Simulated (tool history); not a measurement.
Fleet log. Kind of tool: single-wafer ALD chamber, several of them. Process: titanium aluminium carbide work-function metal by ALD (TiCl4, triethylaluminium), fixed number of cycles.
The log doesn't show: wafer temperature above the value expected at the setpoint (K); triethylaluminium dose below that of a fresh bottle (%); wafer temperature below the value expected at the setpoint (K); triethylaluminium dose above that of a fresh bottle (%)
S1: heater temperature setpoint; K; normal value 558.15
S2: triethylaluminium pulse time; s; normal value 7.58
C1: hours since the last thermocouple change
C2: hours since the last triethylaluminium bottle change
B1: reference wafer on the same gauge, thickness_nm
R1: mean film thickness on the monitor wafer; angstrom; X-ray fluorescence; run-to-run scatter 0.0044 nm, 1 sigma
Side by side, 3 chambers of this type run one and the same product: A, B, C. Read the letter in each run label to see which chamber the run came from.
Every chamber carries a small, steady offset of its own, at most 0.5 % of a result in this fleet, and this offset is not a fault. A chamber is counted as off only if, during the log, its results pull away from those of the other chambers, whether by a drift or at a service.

run,hour,S1,S2,C1,C2,B1,R1
1A,4.5,558.15,7.58,26.5,589.5,1.6892,17.914
2C,7.3,558.15,7.58,505,1439.9,1.69,17.908
3B,13.5,558.15,7.58,947,1527.8,1.6905,17.898
4A,18.2,558.15,7.58,40.2,603.2,1.6909,17.877
5B,24.2,558.15,7.58,957.7,1538.5,1.6904,17.872
6C,27.4,558.15,7.58,525.1,1460,1.6902,17.899
7C,32.9,558.15,7.58,530.6,1465.5,1.6899,17.981
8B,36.1,558.15,7.58,969.6,1550.4,1.6887,17.919
9A,42.3,558.15,7.58,64.3,627.3,1.6903,17.881
10A,47.9,558.15,7.58,69.9,632.9,1.6901,17.763
11C,52.5,558.15,7.58,550.2,1485.1,1.6908,17.927
12B,56.7,558.15,7.58,990.2,1571,1.6898,17.89
13B,60.5,569.15,5.28,994,1574.8,1.69,16.985
14C,64.1,569.15,5.28,561.8,1496.7,1.6916,17.05
15A,68.4,569.15,5.28,90.4,653.4,1.6903,16.711
16B,74.1,558.15,7.58,1007.6,1588.4,1.6891,17.782
17C,79.9,558.15,6.59,577.6,1512.5,1.6894,17.335
18A,84.9,558.15,6.59,106.9,669.9,1.6897,16.987
19B,88.7,558.15,6.59,1022.2,1603,1.6905,17.345
20C,93.4,564.15,5.01,591.1,1526,1.6888,16.348
21A,96.3,564.15,5.01,118.3,681.3,1.689,15.819
22B,100.2,564.15,5.01,1033.7,1614.5,1.6898,16.295
23A,103.7,558.15,7.58,125.7,688.7,1.6905,17.571
24C,109.9,558.15,7.58,607.6,1542.5,1.6901,17.994
25B,113.4,558.15,7.58,1046.9,1627.7,1.6899,17.809
26A,118.1,558.15,7.58,140.1,703.1,1.6901,17.443
27C,121.6,558.15,7.58,619.3,1554.2,1.6898,17.971
28B,127.6,558.15,7.58,1061.1,1641.9,1.6893,17.877
29A,132.9,558.15,7.58,154.9,717.9,1.6898,17.487
30C,137.8,558.15,7.58,635.5,1570.4,1.6892,17.867

Next, every chamber runs the same settings. What will each give?
31A,142.4,558.15,7.58,,,,?
31B,142.4,558.15,7.58,,,,?
31C,142.4,558.15,7.58,,,,?

run,R1
31A,17.284
31B,17.837
31C,17.88
